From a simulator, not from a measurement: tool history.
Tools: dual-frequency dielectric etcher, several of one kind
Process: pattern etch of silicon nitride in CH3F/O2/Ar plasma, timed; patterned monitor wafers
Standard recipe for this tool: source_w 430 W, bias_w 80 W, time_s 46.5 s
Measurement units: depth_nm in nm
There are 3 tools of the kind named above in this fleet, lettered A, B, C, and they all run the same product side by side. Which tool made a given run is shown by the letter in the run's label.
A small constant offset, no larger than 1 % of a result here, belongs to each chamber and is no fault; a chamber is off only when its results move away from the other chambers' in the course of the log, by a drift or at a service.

run	hour	source_w	bias_w	time_s	hours since the last wet clean	hours since the last source power generator calibration	hours since the last bias power generator calibration	read-back reference wafer on the same gauge, depth_nm	depth_nm
1C	10.4	430	80	46.5	144.5	1287.1	382.6	36.683	34.226
2B	20	430	80	46.5	354.8	1264	2269.5	36.669	35.072
3A	27.4	430	80	46.5	90.3	439.4	1966.7	36.707	34.671
4B	32.8	430	80	46.5	367.6	1276.8	2282.3	36.673	34.666
5A	43.7	430	80	46.5	106.6	455.7	1983	36.748	34.638
6C	52	430	91	46.5	186.1	1328.7	424.2	36.692	36.209
7C	57.7	430	91	46.5	191.8	1334.4	429.9	36.68	35.863
8B	64	430	91	46.5	398.8	1308	2313.5	36.738	36.544
9A	74.3	430	80	46.5	137.2	486.3	2013.6	36.721	34.346
10A	85.5	430	80	46.5	148.4	497.5	2024.8	36.771	34.561
11B	92.3	430	80	46.5	427.1	1336.3	2341.8	36.662	34.421
12C	103.8	430	80	46.5	237.9	1380.5	476	36.708	34.032
13A	112.7	530	70	46.5	175.6	524.7	2052	36.677	35.272
14C	117.9	530	70	46.5	252	1394.6	490.1	36.69	35.52
15B	127.9	530	70	46.5	462.7	1371.9	2377.4	36.759	35.316
16A	136.2	430	80	46.5	199.1	548.2	2075.5	36.628	34.225
17B	147.4	430	95	60	482.2	1391.4	2396.9	36.687	47.693
18C	155.4	430	95	60	289.5	1432.1	527.6	36.717	47.587
19A	165	430	95	60	227.9	577	2104.3	36.75	47.733
# hour 166: chamber B: wet clean of the chamber
20B	176.2	350	80	54	10.3	1420.2	2425.7	36.68	37.279
21C	188	350	80	54	322.1	1464.7	560.2	36.735	37.221
22B	193.3	350	80	54	27.4	1437.3	2442.8	36.701	37.054
23A	203.5	430	80	46.5	266.4	615.5	2142.8	36.642	33.74
# hour 210.2: chamber C: wet clean of the chamber
24C	210.6	430	80	46.5	0.5	1487.3	582.8	36.669	34.847
25B	219	430	80	46.5	53.1	1463	2468.5	36.691	34.573
26C	227.1	430	80	46.5	17	1503.8	599.3	36.699	34.61
27A	237.6	430	80	46.5	300.5	649.6	2176.9	36.728	33.407
28C	247.6	430	80	46.5	37.5	1524.3	619.8	36.737	34.333
29A	257	430	80	46.5	319.9	669	2196.3	36.772	33.973
30B	266.6	430	80	46.5	100.7	1510.6	2516.1	36.681	34.457
31B	274.3	430	80	46.5	108.4	1518.3	2523.8	36.673	34.689
32C	283.1	430	80	46.5	73	1559.8	655.3	36.771	34.239
33A	291.9	430	64	46.5	354.8	703.9	2231.2	36.7	30.727
34B	299.3	430	64	46.5	133.4	1543.3	2548.8	36.671	32.465
35C	304.5	430	64	46.5	94.4	1581.2	676.7	36.685	32.125
36A	313.5	430	80	46.5	376.4	725.5	2252.8	36.664	32.714
37A	325.1	340	80	46.5	388	737.1	2264.4	36.654	30.24
38B	335.1	340	80	46.5	169.2	1579.1	2584.6	36.617	32.247

Each of the 3 chambers runs these same settings next. Fill in every chamber's results:
39A	343.7	430	80	46.5					?
39B	343.7	430	80	46.5					?
39C	343.7	430	80	46.5					?

run	depth_nm
39A	32.701
39B	34.722
39C	34.473

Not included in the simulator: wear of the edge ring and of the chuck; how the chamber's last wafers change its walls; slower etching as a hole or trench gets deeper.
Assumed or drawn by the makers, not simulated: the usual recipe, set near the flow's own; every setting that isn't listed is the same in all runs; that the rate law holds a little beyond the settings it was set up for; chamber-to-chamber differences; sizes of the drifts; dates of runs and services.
